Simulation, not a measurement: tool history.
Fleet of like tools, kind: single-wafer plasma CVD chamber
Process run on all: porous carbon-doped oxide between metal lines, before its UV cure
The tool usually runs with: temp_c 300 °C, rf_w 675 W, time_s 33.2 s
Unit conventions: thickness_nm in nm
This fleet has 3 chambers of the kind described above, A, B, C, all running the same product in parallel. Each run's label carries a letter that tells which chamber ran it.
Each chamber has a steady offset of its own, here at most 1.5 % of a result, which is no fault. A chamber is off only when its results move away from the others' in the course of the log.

run	day	temp_c	rf_w	time_s	read-back reference wafer on the same gauge, thickness_nm	thickness_nm
1C	0.200	300	675	33.2	210.15	218.60
2B	0.325	300	675	33.2	209.91	217.31
3A	0.462	300	675	33.2	210.08	219.85
4B	0.596	300	675	33.2	209.99	217.70
5C	0.712	300	675	33.2	210.03	218.44
6A	0.921	300	675	33.2	209.92	220.48
7A	1.175	300	675	33.2	210.04	219.74
8C	1.429	300	675	33.2	209.97	217.73
9B	1.567	300	675	33.2	210.09	218.27
10C	1.812	300	675	33.2	209.99	217.92
11B	2.050	300	675	33.2	210.03	216.88
12A	2.212	300	675	33.2	210.06	219.69
13A	2.467	300	675	33.2	209.94	219.73
# day 2.650: chamber B: thermocouple changed; heater temperature recalibrated
14B	2.729	300	675	33.2	209.87	225.31
15C	2.858	300	675	33.2	210.00	217.50
16A	3.050	300	675	33.2	209.89	220.09
17B	3.179	300	675	33.2	209.92	223.65
18C	3.392	300	675	33.2	210.02	218.89
19B	3.571	300	675	33.2	209.91	224.12
20A	3.700	300	675	33.2	210.03	219.76
21C	3.858	300	675	33.2	210.08	217.85
22C	4.038	300	675	33.2	210.01	218.48
23A	4.208	300	675	33.2	209.95	220.57
24B	4.379	300	675	33.2	210.00	222.83
25C	4.621	300	675	33.2	210.09	218.17
26B	4.833	300	675	33.2	210.11	224.33
27A	5.042	300	675	33.2	209.94	219.88
28B	5.217	300	675	33.2	209.88	224.48
# day 5.279: chamber C: thermocouple changed; heater temperature recalibrated
29C	5.358	300	675	33.2	210.08	218.99
30A	5.612	300	675	33.2	209.99	220.00
31A	5.729	300	675	33.2	210.18	219.22
32B	5.992	300	675	33.2	209.99	223.38
33C	6.112	300	675	33.2	209.98	218.75
34B	6.258	300	675	33.2	210.11	224.92
35A	6.458	294	675	33.2	209.96	228.60

Does one chamber stand apart from the rest, does the shared gauge drift, or is all well apart from small per-chamber offsets? Give the chamber and the most likely cause, where there is one.

A service left chamber B off against the others.
What lies behind it: wafer temperature below the value expected at the setpoint (K) = 5.11.

Chamber B could run next with any of the 4 candidate recipes listed below; each alters the usual settings, and their results appear as question marks. Which one brings its results back in line with what the other chambers deliver on the usual settings?
Maximum distance from the other chambers' mean on the usual settings for a result to count as in line: thickness_nm 1.80 nm
36B-1	6.654	300	670	32.7		?
36B-2	6.654	308	675	33.2		?
36B-3	6.654	296	675	33.2		?
36B-4	6.654	299	690	34.2		?

On the usual settings, the other chambers give on average: thickness_nm 219.16 nm
run	thickness_nm
36B-1	219.85
36B-2	214.15
36B-3	229.53
36B-4	235.40
36B-1 brings the chamber back in line.
